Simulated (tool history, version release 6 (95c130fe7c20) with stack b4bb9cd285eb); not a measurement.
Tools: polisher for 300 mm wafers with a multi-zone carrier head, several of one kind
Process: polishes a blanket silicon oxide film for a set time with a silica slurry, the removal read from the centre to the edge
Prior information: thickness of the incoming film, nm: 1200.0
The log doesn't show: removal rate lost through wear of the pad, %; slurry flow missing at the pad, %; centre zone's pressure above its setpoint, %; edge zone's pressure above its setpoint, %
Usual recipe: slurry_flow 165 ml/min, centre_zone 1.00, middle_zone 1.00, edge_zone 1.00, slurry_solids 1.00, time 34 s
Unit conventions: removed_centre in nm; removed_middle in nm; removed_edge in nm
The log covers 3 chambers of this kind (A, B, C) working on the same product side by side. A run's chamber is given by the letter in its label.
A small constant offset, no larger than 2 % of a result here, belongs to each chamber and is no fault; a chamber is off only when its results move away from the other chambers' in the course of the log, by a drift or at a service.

run	hour	slurry_flow	centre_zone	middle_zone	edge_zone	slurry_solids	time	wafers polished on this pad	hours since the slurry nozzle was cleaned	hours since the centre zone pressure was calibrated	hours since the edge zone pressure was calibrated	removed_centre	removed_middle	removed_edge
# hour 8.8: chamber B: worn pad replaced by a new one
1A	9.2	165	1.00	1.00	1.00	1.00	34	215	176.6	724.6	338.1	88.234	87.719	88.620
2B	17.5	165	1.00	1.00	1.00	1.00	34	131	52.4	333.6	34.6	87.348	88.741	87.572
3C	24.7	165	1.00	1.00	1.00	1.00	34	479	293.9	683.2	405.8	89.463	89.992	89.507
4B	33.9	165	1.00	1.00	1.00	1.00	34	377	68.8	350.0	51.0	88.471	88.386	86.731
5C	44.9	165	1.00	1.00	1.00	1.00	34	782	314.1	703.4	426.0	88.585	89.784	88.127
# hour 50.7: chamber A: slurry nozzle cleaned
6A	56.4	165	1.00	1.00	1.00	1.00	34	923	5.7	771.8	385.3	87.227	88.345	90.301
# hour 57.2: chamber A: worn pad replaced by a new one
# hour 59.1: chamber C: worn pad replaced by a new one
7B	68.5	165	1.00	1.00	1.00	1.00	34	896	103.4	384.6	85.6	87.557	88.952	87.534
8C	78.0	165	1.00	1.00	1.00	1.00	34	283	347.2	736.5	459.1	87.987	90.041	86.363
# hour 81.9: chamber B: worn pad replaced by a new one
9A	92.5	165	1.00	1.00	1.00	1.00	34	530	41.8	807.9	421.4	87.610	88.869	87.511
10C	102.8	165	1.00	1.00	1.00	1.00	34	655	372.0	761.3	483.9	88.208	89.802	87.422
# hour 107.3: chamber B: centre zone pressure recalibrated
11B	110.1	165	1.00	1.00	1.00	1.00	34	423	145.0	2.8	127.2	88.809	88.573	88.373
12A	120.2	165	1.00	1.00	1.00	1.00	34	945	69.5	835.6	449.1	87.788	87.504	86.126
# hour 131.5: chamber C: centre zone pressure recalibrated
# hour 131.8: chamber A: worn pad replaced by a new one
13A	132.0	165	1.00	1.00	1.00	1.00	34	4	81.3	847.4	460.9	88.127	88.269	87.512
# hour 133.6: chamber C: edge zone pressure recalibrated
# hour 137.8: chamber C: worn pad replaced by a new one
# hour 140.1: chamber B: worn pad replaced by a new one
14B	143.5	165	1.00	1.00	1.00	1.00	34	51	178.4	36.2	160.6	87.413	89.371	88.691
15C	156.3	165	1.00	1.00	1.00	1.00	34	278	425.5	24.9	22.7	88.313	89.781	88.915
16C	169.7	165	1.00	1.00	1.00	1.00	34	479	438.9	38.3	36.1	88.983	89.413	88.525
17A	178.9	165	1.00	1.00	1.00	1.00	34	707	128.2	894.3	507.8	87.710	87.423	87.540
18B	189.1	135	1.00	1.09	1.00	1.00	34	735	224.0	81.8	206.2	84.570	93.052	85.971
19A	196.8	135	1.00	1.09	1.00	1.00	34	975	146.1	912.2	525.7	84.380	91.976	83.718
# hour 204.5: chamber A: worn pad replaced by a new one
20B	211.7	135	1.00	1.09	1.00	1.00	34	1074	246.6	104.4	228.8	83.536	92.721	87.136
# hour 213.5: chamber C: worn pad replaced by a new one
# hour 216.1: chamber B: worn pad replaced by a new one
21C	220.7	165	1.00	1.00	1.00	1.00	34	108	489.9	89.3	87.1	88.573	89.309	87.491
22B	234.3	165	1.00	1.07	1.00	1.00	34	273	269.2	127.0	251.4	89.035	93.574	87.126
23A	248.2	165	1.00	1.07	1.00	1.00	34	655	197.5	963.6	577.1	87.546	94.297	87.950
24C	256.5	165	1.00	1.07	1.00	1.00	34	645	525.7	125.1	122.9	89.346	94.576	87.580
# hour 258.3: chamber A: slurry nozzle cleaned
25B	266.7	165	1.00	1.00	1.00	0.75	34	759	301.6	159.4	283.8	76.729	77.050	76.658
# hour 270.9: chamber B: slurry nozzle cleaned
# hour 275.0: chamber B: worn pad replaced by a new one
26C	276.4	165	1.00	1.00	1.00	0.75	34	943	545.6	145.0	142.8	76.536	78.276	76.149
# hour 280.0: chamber C: worn pad replaced by a new one
# hour 280.5: chamber A: worn pad replaced by a new one
27A	292.1	165	1.00	1.00	1.00	0.75	34	175	33.8	1007.5	621.0	76.793	76.694	75.586
28C	302.6	165	1.00	1.00	1.00	1.00	34	339	571.8	171.2	169.0	88.074	90.640	87.616
29A	311.4	165	1.00	1.00	1.00	1.00	34	464	53.1	1026.8	640.3	87.775	88.811	89.329
30B	320.7	165	1.00	1.00	1.04	1.00	34	686	49.8	213.4	337.8	87.565	90.228	90.080
31A	332.3	165	1.00	1.00	1.04	1.00	34	778	74.0	1047.7	661.2	87.239	89.207	89.747
32C	341.7	165	1.00	1.00	1.04	1.00	34	925	610.9	210.3	208.1	87.704	88.814	91.770

Decide between three cases: one chamber stands off from its peers, the gauge reading all wafers drifts, or nothing is wrong past each chamber's small offset. Where a chamber is off, say which and what most likely put it there.

No chamber is off and the gauge is stable; the differences are just each chamber's small, constant offset.
